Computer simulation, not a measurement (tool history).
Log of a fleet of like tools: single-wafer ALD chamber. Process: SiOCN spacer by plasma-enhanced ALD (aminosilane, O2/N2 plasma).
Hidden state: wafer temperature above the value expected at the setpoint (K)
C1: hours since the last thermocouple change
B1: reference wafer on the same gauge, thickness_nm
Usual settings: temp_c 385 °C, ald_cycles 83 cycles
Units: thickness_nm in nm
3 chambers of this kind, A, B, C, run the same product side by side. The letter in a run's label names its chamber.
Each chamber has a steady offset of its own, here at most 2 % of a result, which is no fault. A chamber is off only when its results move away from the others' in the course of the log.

Run 1C, hour 9.5: usual settings; C1 1710.4; B1 5.3314. Result: thickness_nm 4.979 nm.
Run 2B, hour 18: usual settings; C1 1158.3; B1 5.3308. Result: thickness_nm 4.9347 nm.
Run 3A, hour 26.2: usual settings; C1 1998.7; B1 5.3339. Result: thickness_nm 5.066 nm.
Run 4C, hour 33.3: usual settings; C1 1734.2; B1 5.3348. Result: thickness_nm 4.9806 nm.
Run 5B, hour 40.2: usual settings; C1 1180.5; B1 5.3352. Result: thickness_nm 4.9523 nm.
Run 6A, hour 49.6: usual settings; C1 2022.1; B1 5.3355. Result: thickness_nm 5.0646 nm.
Run 7A, hour 57.2: usual settings; C1 2029.7; B1 5.3399. Result: thickness_nm 5.0694 nm.
Run 8C, hour 66.7: usual settings; C1 1767.6; B1 5.3404. Result: thickness_nm 4.9913 nm.
Run 9B, hour 71.4: usual settings; C1 1211.7; B1 5.3407. Result: thickness_nm 4.9479 nm.
Run 10C, hour 77.6: usual settings; C1 1778.5; B1 5.3401. Result: thickness_nm 4.9799 nm.
Run 11A, hour 83.9: usual settings; C1 2056.4; B1 5.3415. Result: thickness_nm 5.0682 nm.
Run 12B, hour 90.3: usual settings; C1 1230.6; B1 5.3441. Result: thickness_nm 4.9392 nm.
Run 13B, hour 95.5: usual settings; C1 1235.8; B1 5.3448. Result: thickness_nm 4.9465 nm.
Run 14C, hour 102.2: usual settings; C1 1803.1; B1 5.3423. Result: thickness_nm 5.0012 nm.
Run 15A, hour 107.2: usual settings; C1 2079.7; B1 5.3449. Result: thickness_nm 5.0824 nm.
Run 16B, hour 116: usual settings; C1 1256.3; B1 5.3453. Result: thickness_nm 4.9602 nm.
Run 17C, hour 122.3: usual settings but temp_c 374 °C; C1 1823.2; B1 5.3466. Result: thickness_nm 4.9877 nm.
Run 18A, hour 130.2: usual settings but temp_c 374 °C; C1 2102.7; B1 5.3464. Result: thickness_nm 5.0777 nm.
Run 19B, hour 139.3: usual settings but temp_c 374 °C; C1 1279.6; B1 5.3478. Result: thickness_nm 4.9412 nm.
At hour 142.7: chamber A: thermocouple changed; heater temperature recalibrated.
Run 20A, hour 144.8: usual settings; C1 2.2; B1 5.3487. Result: thickness_nm 5.0794 nm.
Run 21C, hour 154.1: usual settings; C1 1855; B1 5.3522. Result: thickness_nm 4.9966 nm.
Run 22A, hour 160.8: usual settings; C1 18.2; B1 5.354. Result: thickness_nm 5.0699 nm.
Run 23B, hour 165.6: usual settings but temp_c 373 °C, ald_cycles 67 cycles; C1 1305.9; B1 5.3538. Result: thickness_nm 3.9993 nm.
Run 24C, hour 173.2: usual settings but temp_c 373 °C, ald_cycles 67 cycles; C1 1874.1; B1 5.3534. Result: thickness_nm 4.0418 nm.
Run 25C, hour 177.7: usual settings but temp_c 373 °C, ald_cycles 67 cycles; C1 1878.6; B1 5.354. Result: thickness_nm 4.0396 nm.
Run 26B, hour 184.6: usual settings; C1 1324.9; B1 5.354. Result: thickness_nm 4.943 nm.
Run 27A, hour 189.7: usual settings; C1 47.1; B1 5.3563. Result: thickness_nm 5.0801 nm.
Run 28A, hour 199.3: usual settings; C1 56.7; B1 5.3588. Result: thickness_nm 5.0855 nm.
Run 29B, hour 205.7: usual settings; C1 1346; B1 5.3585. Result: thickness_nm 4.9659 nm.
Run 30C, hour 215.6: usual settings; C1 1916.5; B1 5.3592. Result: thickness_nm 5.024 nm.
Run 31B, hour 222.9: usual settings but temp_c 395 °C, ald_cycles 93 cycles; C1 1363.2; B1 5.3611. Result: thickness_nm 5.556 nm.
Run 32A, hour 228.5: usual settings but temp_c 395 °C, ald_cycles 93 cycles; C1 85.9; B1 5.3617. Result: thickness_nm 5.696 nm.
Run 33C, hour 234.8: usual settings but temp_c 395 °C, ald_cycles 93 cycles; C1 1935.7; B1 5.363. Result: thickness_nm 5.6113 nm.

Next, every chamber runs the same settings. What will each give?
Run 34A, hour 242.2: usual settings. Result: thickness_nm ?.
Run 34B, hour 242.2: usual settings. Result: thickness_nm ?.
Run 34C, hour 242.2: usual settings. Result: thickness_nm ?.

run  thickness_nm
34A         5.094
34B        4.9663
34C        5.0072
